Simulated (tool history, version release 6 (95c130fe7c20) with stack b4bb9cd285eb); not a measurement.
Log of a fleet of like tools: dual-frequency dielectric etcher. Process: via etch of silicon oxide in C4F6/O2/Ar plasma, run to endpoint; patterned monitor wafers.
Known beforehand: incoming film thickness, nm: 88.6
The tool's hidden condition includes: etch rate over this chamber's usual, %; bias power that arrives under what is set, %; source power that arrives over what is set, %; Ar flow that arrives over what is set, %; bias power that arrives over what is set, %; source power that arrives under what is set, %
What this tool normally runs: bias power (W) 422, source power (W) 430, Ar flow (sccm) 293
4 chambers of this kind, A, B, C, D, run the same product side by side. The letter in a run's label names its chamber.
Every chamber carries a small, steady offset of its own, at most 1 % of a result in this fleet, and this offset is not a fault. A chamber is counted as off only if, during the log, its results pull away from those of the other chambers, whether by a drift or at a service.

| run | day | bias power (W) | source power (W) | Ar flow (sccm) | hours since the last wet clean | hours since the last bias power generator calibration | hours since the last source power generator calibration | hours since the last Ar flow controller change | endpoint time (s) |
|---|---|---|---|---|---|---|---|---|---|
| 1B | 0.242 | 422 | 430 | 293 | 530.8 | 1124.7 | 120.7 | 2101.5 | 20.146 |
| 2A | 0.442 | 422 | 430 | 293 | 36.2 | 1581.2 | 1001.6 | 3609.5 | 20.314 |
| 3D | 0.625 | 422 | 430 | 293 | 302 | 3488.7 | 1384.2 | 1429.1 | 20.133 |
| 4C | 0.821 | 422 | 430 | 293 | 206.5 | 264.6 | 816.6 | 739 | 20.148 |
| 5D | 0.967 | 422 | 430 | 293 | 310.2 | 3496.9 | 1392.4 | 1437.3 | 20.372 |
| 6A | 1.112 | 422 | 430 | 293 | 52.3 | 1597.3 | 1017.7 | 3625.6 | 20.159 |
| 7B | 1.225 | 422 | 430 | 293 | 554.4 | 1148.3 | 144.3 | 2125.1 | 20.047 |
| 8C | 1.4 | 422 | 350 | 334 | 220.4 | 278.5 | 830.5 | 752.9 | 21.939 |
| 9D | 1.592 | 422 | 350 | 334 | 325.2 | 3511.9 | 1407.4 | 1452.3 | 22.186 |
|  | 1.704 | chamber B: wet clean of the chamber |
| 10B | 1.817 | 422 | 350 | 334 | 2.8 | 1162.5 | 158.5 | 2139.3 | 21.926 |
| 11A | 2.058 | 422 | 350 | 334 | 75 | 1620 | 1040.4 | 3648.3 | 22.317 |
| 12C | 2.221 | 422 | 430 | 293 | 240.1 | 298.2 | 850.2 | 772.6 | 20.149 |
| 13B | 2.4 | 422 | 430 | 293 | 16.8 | 1176.5 | 172.5 | 2153.3 | 20.139 |
| 14C | 2.533 | 422 | 430 | 293 | 247.6 | 305.7 | 857.7 | 780.1 | 19.952 |
| 15D | 2.679 | 422 | 430 | 293 | 351.3 | 3538 | 1433.5 | 1478.4 | 20.176 |
| 16A | 2.858 | 422 | 430 | 293 | 94.2 | 1639.2 | 1059.6 | 3667.5 | 20.217 |
| 17D | 2.962 | 422 | 380 | 293 | 358.1 | 3544.8 | 1440.3 | 1485.2 | 21.352 |
| 18B | 3.104 | 422 | 380 | 293 | 33.7 | 1193.4 | 189.4 | 2170.2 | 21.034 |
| 19A | 3.267 | 422 | 380 | 293 | 104 | 1649 | 1069.4 | 3677.3 | 21.261 |
| 20C | 3.429 | 422 | 380 | 293 | 269.1 | 327.2 | 879.2 | 801.6 | 21.2 |
| 21C | 3.558 | 422 | 430 | 293 | 272.2 | 330.3 | 882.3 | 804.7 | 20.049 |
| 22B | 3.738 | 422 | 430 | 293 | 48.9 | 1208.6 | 204.6 | 2185.4 | 20.079 |
| 23A | 3.958 | 422 | 430 | 293 | 120.6 | 1665.6 | 1086 | 3693.9 | 20.088 |
| 24D | 4.192 | 422 | 430 | 293 | 387.6 | 3574.3 | 1469.8 | 1514.7 | 20.223 |
| 25C | 4.433 | 422 | 430 | 293 | 293.2 | 351.3 | 903.3 | 825.7 | 19.9 |
| 26B | 4.654 | 422 | 430 | 237 | 70.9 | 1230.6 | 226.6 | 2207.4 | 19.58 |
| 27D | 4.862 | 422 | 430 | 237 | 403.7 | 3590.4 | 1485.9 | 1530.8 | 19.609 |
| 28A | 5.062 | 422 | 430 | 237 | 147.1 | 1692.1 | 1112.5 | 3720.4 | 19.728 |

One chamber off, gauge drift, or nothing amiss beyond the chambers' own small offsets? If it is a chamber, which one, and what is the likeliest cause?

The fleet is healthy, with each chamber sitting at its usual small offset and no drift in the gauge.
